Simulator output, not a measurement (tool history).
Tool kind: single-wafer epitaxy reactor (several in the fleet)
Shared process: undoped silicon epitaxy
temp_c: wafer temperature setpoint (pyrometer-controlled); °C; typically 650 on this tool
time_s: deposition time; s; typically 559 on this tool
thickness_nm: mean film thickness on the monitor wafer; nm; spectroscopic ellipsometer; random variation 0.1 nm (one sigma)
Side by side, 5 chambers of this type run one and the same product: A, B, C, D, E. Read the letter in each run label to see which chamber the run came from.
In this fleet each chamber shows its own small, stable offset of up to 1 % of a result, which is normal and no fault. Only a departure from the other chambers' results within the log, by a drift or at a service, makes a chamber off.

run,hour,temp_c,time_s,"read-back reference wafer on the same gauge, thickness_nm",thickness_nm
1D,10.7,650,559,78.273,94.026
2B,16.4,650,559,78.277,93.292
3A,26.0,650,559,78.255,93.524
4C,34.9,650,559,78.256,94.295
5E,44.0,650,559,78.239,94.499
6A,54.8,650,559,78.234,93.625
7C,62.6,650,559,78.224,94.113
8B,73.4,650,559,78.207,93.369
9D,78.9,650,559,78.213,94.015
10E,85.0,650,559,78.180,94.313
11E,92.2,650,559,78.210,94.193
12C,103.1,658,559,78.192,111.720
13B,108.9,658,559,78.170,111.130
14A,117.9,658,559,78.145,111.140
15D,126.5,658,559,78.158,112.010
16A,136.1,658,559,78.118,111.530
17D,145.4,637,668,78.119,83.894
18B,154.9,637,668,78.107,83.416
19C,163.0,637,668,78.124,84.465
20E,168.2,637,668,78.098,84.581
21C,179.4,637,668,78.087,84.530
# hour 182.8: chamber E: pyrometer calibrated
22D,188.5,660,559,78.077,116.520
23A,199.0,660,559,78.073,116.130
24E,207.3,660,559,78.046,116.610
25B,214.8,660,559,78.036,115.820
26D,221.9,660,559,78.036,116.480
27B,229.5,650,559,78.024,93.280
28A,238.3,650,559,78.005,93.335
29C,249.7,650,504,77.986,84.755
30E,258.5,650,504,77.984,84.768
31C,264.8,650,504,78.000,84.797
32B,272.7,650,504,77.960,83.957

Predict what each chamber gives when all 5 of them run the settings below next.
33A,281.0,650,559,,?
33B,281.0,650,559,,?
33C,281.0,650,559,,?
33D,281.0,650,559,,?
33E,281.0,650,559,,?

run,thickness_nm
33A,93.224
33B,93.085
33C,93.843
33D,93.730
33E,94.145
